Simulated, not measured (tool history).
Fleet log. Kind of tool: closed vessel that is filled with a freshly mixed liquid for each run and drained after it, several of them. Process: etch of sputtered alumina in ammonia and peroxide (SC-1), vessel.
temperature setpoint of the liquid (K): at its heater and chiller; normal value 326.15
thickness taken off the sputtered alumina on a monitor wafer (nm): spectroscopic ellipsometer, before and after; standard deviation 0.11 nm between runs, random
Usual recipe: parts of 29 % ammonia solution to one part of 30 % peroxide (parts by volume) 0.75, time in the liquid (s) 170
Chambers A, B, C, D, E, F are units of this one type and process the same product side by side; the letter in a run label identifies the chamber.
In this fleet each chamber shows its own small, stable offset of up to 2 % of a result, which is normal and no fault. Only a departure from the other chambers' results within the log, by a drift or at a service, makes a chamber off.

run,day,temperature setpoint of the liquid (K),parts of 29 % ammonia solution to one part of 30 % peroxide (parts by volume),time in the liquid (s),hours since the thermometer was replaced,hours since the ammonia flow meter was replaced,hours since the drum of ammonia solution was connected,"read-back film thickness of the sputtered alumina reference wafer, read on the same gauge (nm)",thickness taken off the sputtered alumina on a monitor wafer (nm)
1B,0.517,326.15,0.75,170,974.1,354.9,144.1,30.029,16.340
2F,0.962,326.15,0.75,170,866.2,977.6,186.9,30.018,16.338
3C,1.504,326.15,0.75,170,798.8,153.9,228.9,30.028,16.460
4D,2.025,326.15,0.75,170,1508.3,514.4,317.3,29.984,16.006
# day 2.088: chamber D: new drum of ammonia solution connected
5A,2.346,326.15,0.75,170,83.9,252.3,668.8,30.014,16.003
# day 2.721: chamber F: ammonia flow meter replaced
# day 2.742: chamber E: new drum of ammonia solution connected
6E,2.883,326.15,0.75,170,1618.2,1319.6,3.4,30.008,16.102
7D,3.179,326.15,0.75,170,1536.0,542.1,26.3,29.996,16.404
# day 3.300: chamber A: new drum of ammonia solution connected
8F,3.538,326.15,0.75,170,928.0,19.6,248.7,29.967,16.422
9C,3.971,326.15,0.75,170,858.0,213.1,288.1,30.031,16.582
10B,4.304,326.15,0.75,170,1065.0,445.8,235.0,29.976,16.333
11E,4.892,326.15,0.75,170,1666.4,1367.8,51.6,29.976,16.101
12A,5.196,326.15,0.75,170,152.3,320.7,45.6,29.994,16.418
13E,5.679,326.15,0.75,170,1685.3,1386.7,70.5,29.975,16.050
14B,6.050,326.15,0.75,170,1106.9,487.7,276.9,29.976,16.250
15A,6.454,326.15,0.75,170,182.5,350.9,75.8,30.015,15.954
16C,6.742,329.15,0.75,210,924.5,279.6,354.6,30.011,23.726
17D,7.067,329.15,0.75,210,1629.3,635.4,119.6,29.989,23.521
18F,7.367,329.15,0.75,210,1019.9,111.5,340.6,29.983,24.129
19C,7.700,329.15,0.75,210,947.5,302.6,377.6,29.987,23.845
# day 7.996: chamber B: new drum of ammonia solution connected
20F,8.012,329.15,0.75,210,1035.4,127.0,356.1,30.007,23.631
21E,8.438,329.15,0.75,210,1751.5,1452.9,136.7,29.954,23.239
22B,8.696,326.15,0.75,170,1170.4,551.2,16.8,30.003,16.467
23D,9.267,326.15,0.75,170,1682.1,688.2,172.4,29.987,16.427
24A,9.725,326.15,0.75,170,261.0,429.4,154.3,29.969,16.100
25B,10.238,326.15,0.75,170,1207.4,588.2,53.8,29.968,16.493
26E,10.638,326.15,0.75,170,1804.3,1505.7,189.5,29.979,15.984
27C,11.092,326.15,0.75,170,1028.9,384.0,459.0,29.996,16.573
28F,11.367,326.15,0.75,170,1115.9,207.5,436.6,29.988,16.840
# day 11.462: chamber E: new drum of ammonia solution connected
29D,11.821,326.15,0.75,170,1743.4,749.5,233.7,30.017,16.442
30A,12.146,326.15,0.75,170,319.1,487.5,212.4,30.022,16.284
31D,12.688,326.15,0.75,170,1764.2,770.3,254.5,30.009,16.299
32B,12.983,326.15,0.75,170,1273.3,654.1,119.7,30.029,16.456
33A,13.404,326.15,0.75,170,349.3,517.7,242.6,29.979,16.335
34E,13.767,334.65,0.55,170,1879.4,1580.8,55.4,29.991,24.195
35C,14.192,334.65,0.55,170,1103.3,458.4,533.4,30.005,24.616
36F,14.508,334.65,0.55,170,1191.3,282.9,512.0,29.995,26.063
37B,15.083,334.65,0.55,170,1323.7,704.5,170.1,29.994,24.909
38F,15.408,334.65,0.55,170,1212.9,304.5,533.6,29.975,26.027
39E,15.800,334.65,0.55,170,1928.2,1629.6,104.2,29.981,24.677
40C,16.171,331.15,0.75,170,1150.8,505.9,580.9,30.005,21.481

Each of the 6 chambers runs these same settings next. Fill in every chamber's results:
41A,16.600,326.15,0.75,170,,,,,?
41B,16.600,326.15,0.75,170,,,,,?
41C,16.600,326.15,0.75,170,,,,,?
41D,16.600,326.15,0.75,170,,,,,?
41E,16.600,326.15,0.75,170,,,,,?
41F,16.600,326.15,0.75,170,,,,,?

run,thickness taken off the sputtered alumina on a monitor wafer (nm)
41A,16.303
41B,16.680
41C,16.281
41D,16.256
41E,16.127
41F,17.258
